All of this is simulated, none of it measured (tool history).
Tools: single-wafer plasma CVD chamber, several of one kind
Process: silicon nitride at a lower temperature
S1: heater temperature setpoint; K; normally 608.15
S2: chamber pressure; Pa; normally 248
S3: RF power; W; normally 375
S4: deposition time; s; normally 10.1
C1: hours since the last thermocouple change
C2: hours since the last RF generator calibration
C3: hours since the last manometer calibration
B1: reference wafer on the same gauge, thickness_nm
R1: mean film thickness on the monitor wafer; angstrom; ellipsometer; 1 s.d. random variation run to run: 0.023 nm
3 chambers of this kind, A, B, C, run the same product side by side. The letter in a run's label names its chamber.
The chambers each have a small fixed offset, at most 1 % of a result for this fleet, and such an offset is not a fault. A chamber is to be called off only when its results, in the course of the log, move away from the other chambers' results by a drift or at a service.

run 1B hour=2.6 | S1=608.15 S2=248 S3=375 S4=10.1 | C1=1391.7 C2=922.9 C3=645.0 | B1=16.801 | R1=144.65
run 2C hour=6.3 | S1=608.15 S2=248 S3=375 S4=10.1 | C1=641.6 C2=703.1 C3=1547.5 | B1=16.794 | R1=144.32
run 3A hour=10.6 | S1=608.15 S2=248 S3=375 S4=10.1 | C1=1658.7 C2=2046.7 C3=559.6 | B1=16.794 | R1=144.29
run 4B hour=13.9 | S1=608.15 S2=248 S3=375 S4=10.1 | C1=1403.0 C2=934.2 C3=656.3 | B1=16.794 | R1=145.25
run 5A hour=18.1 | S1=599.15 S2=248 S3=375 S4=10.1 | C1=1666.2 C2=2054.2 C3=567.1 | B1=16.787 | R1=144.71
run 6C hour=23.7 | S1=599.15 S2=248 S3=375 S4=10.1 | C1=659.0 C2=720.5 C3=1564.9 | B1=16.778 | R1=144.80
run 7B hour=27.3 | S1=599.15 S2=248 S3=375 S4=10.1 | C1=1416.4 C2=947.6 C3=669.7 | B1=16.778 | R1=145.41
run 8A hour=31.0 | S1=608.15 S2=248 S3=375 S4=10.1 | C1=1679.1 C2=2067.1 C3=580.0 | B1=16.774 | R1=144.03
run 9C hour=35.0 | S1=608.15 S2=248 S3=375 S4=10.1 | C1=670.3 C2=731.8 C3=1576.2 | B1=16.773 | R1=144.54
run 10B hour=37.6 | S1=608.15 S2=248 S3=375 S4=10.1 | C1=1426.7 C2=957.9 C3=680.0 | B1=16.772 | R1=144.99
run 11C hour=42.9 | S1=608.15 S2=248 S3=375 S4=10.1 | C1=678.2 C2=739.7 C3=1584.1 | B1=16.767 | R1=144.14
run 12A hour=46.2 | S1=608.15 S2=248 S3=375 S4=10.1 | C1=1694.3 C2=2082.3 C3=595.2 | B1=16.765 | R1=144.46
run 13B hour=51.4 | S1=608.15 S2=248 S3=375 S4=10.1 | C1=1440.5 C2=971.7 C3=693.8 | B1=16.762 | R1=144.73
run 14A hour=53.9 | S1=608.15 S2=248 S3=375 S4=10.1 | C1=1702.0 C2=2090.0 C3=602.9 | B1=16.754 | R1=144.25
run 15C hour=58.3 | S1=608.15 S2=248 S3=375 S4=10.1 | C1=693.6 C2=755.1 C3=1599.5 | B1=16.756 | R1=144.48
run 16C hour=63.8 | S1=608.15 S2=248 S3=375 S4=10.1 | C1=699.1 C2=760.6 C3=1605.0 | B1=16.752 | R1=144.39
run 17A hour=67.4 | S1=608.15 S2=248 S3=375 S4=10.1 | C1=1715.5 C2=2103.5 C3=616.4 | B1=16.745 | R1=143.83
run 18B hour=70.5 | S1=608.15 S2=248 S3=375 S4=10.1 | C1=1459.6 C2=990.8 C3=712.9 | B1=16.747 | R1=144.84
run 19B hour=75.7 | S1=608.15 S2=248 S3=375 S4=10.1 | C1=1464.8 C2=996.0 C3=718.1 | B1=16.737 | R1=144.36
run 20A hour=80.1 | S1=608.15 S2=248 S3=375 S4=10.1 | C1=1728.2 C2=2116.2 C3=629.1 | B1=16.736 | R1=143.93
run 21C hour=84.0 | S1=608.15 S2=248 S3=375 S4=10.1 | C1=719.3 C2=780.8 C3=1625.2 | B1=16.736 | R1=143.90
run 22A hour=87.6 | S1=608.15 S2=248 S3=375 S4=10.1 | C1=1735.7 C2=2123.7 C3=636.6 | B1=16.729 | R1=143.68
run 23C hour=90.1 | S1=608.15 S2=228 S3=375 S4=9.1 | C1=725.4 C2=786.9 C3=1631.3 | B1=16.729 | R1=126.88
run 24B hour=93.4 | S1=608.15 S2=228 S3=375 S4=9.1 | C1=1482.5 C2=1013.7 C3=735.8 | B1=16.726 | R1=127.08
run 25B hour=97.8 | S1=608.15 S2=228 S3=375 S4=9.1 | C1=1486.9 C2=1018.1 C3=740.2 | B1=16.729 | R1=127.33
-- hour=99.6 chamber A: RF generator calibrated
run 26A hour=102.9 | S1=608.15 S2=248 S3=375 S4=10.1 | C1=1751.0 C2=3.4 C3=651.9 | B1=16.718 | R1=143.98
run 27C hour=106.4 | S1=608.15 S2=213 S3=350 S4=10.1 | C1=741.7 C2=803.2 C3=1647.6 | B1=16.718 | R1=131.87
run 28A hour=109.4 | S1=608.15 S2=213 S3=350 S4=10.1 | C1=1757.5 C2=9.9 C3=658.4 | B1=16.721 | R1=131.80
run 29B hour=114.5 | S1=608.15 S2=213 S3=350 S4=10.1 | C1=1503.6 C2=1034.8 C3=756.9 | B1=16.714 | R1=132.81
run 30C hour=120.1 | S1=608.15 S2=248 S3=375 S4=10.1 | C1=755.4 C2=816.9 C3=1661.3 | B1=16.710 | R1=143.69
run 31C hour=124.7 | S1=595.15 S2=201 S3=375 S4=10.1 | C1=760.0 C2=821.5 C3=1665.9 | B1=16.697 | R1=135.88
run 32A hour=128.8 | S1=595.15 S2=201 S3=375 S4=10.1 | C1=1776.9 C2=29.3 C3=677.8 | B1=16.700 | R1=136.15
run 33B hour=132.4 | S1=595.15 S2=201 S3=375 S4=10.1 | C1=1521.5 C2=1052.7 C3=774.8 | B1=16.693 | R1=136.68
run 34A hour=135.1 | S1=608.15 S2=248 S3=375 S4=10.1 | C1=1783.2 C2=35.6 C3=684.1 | B1=16.693 | R1=143.67

One chamber off, gauge drift, or nothing amiss beyond the chambers' own small offsets? If it is a chamber, which one, and what is the likeliest cause?

None of the chambers is off. What moves is the gauge, dragging all their readings along together.
Cause: gauge reads low (%) = 0.661.

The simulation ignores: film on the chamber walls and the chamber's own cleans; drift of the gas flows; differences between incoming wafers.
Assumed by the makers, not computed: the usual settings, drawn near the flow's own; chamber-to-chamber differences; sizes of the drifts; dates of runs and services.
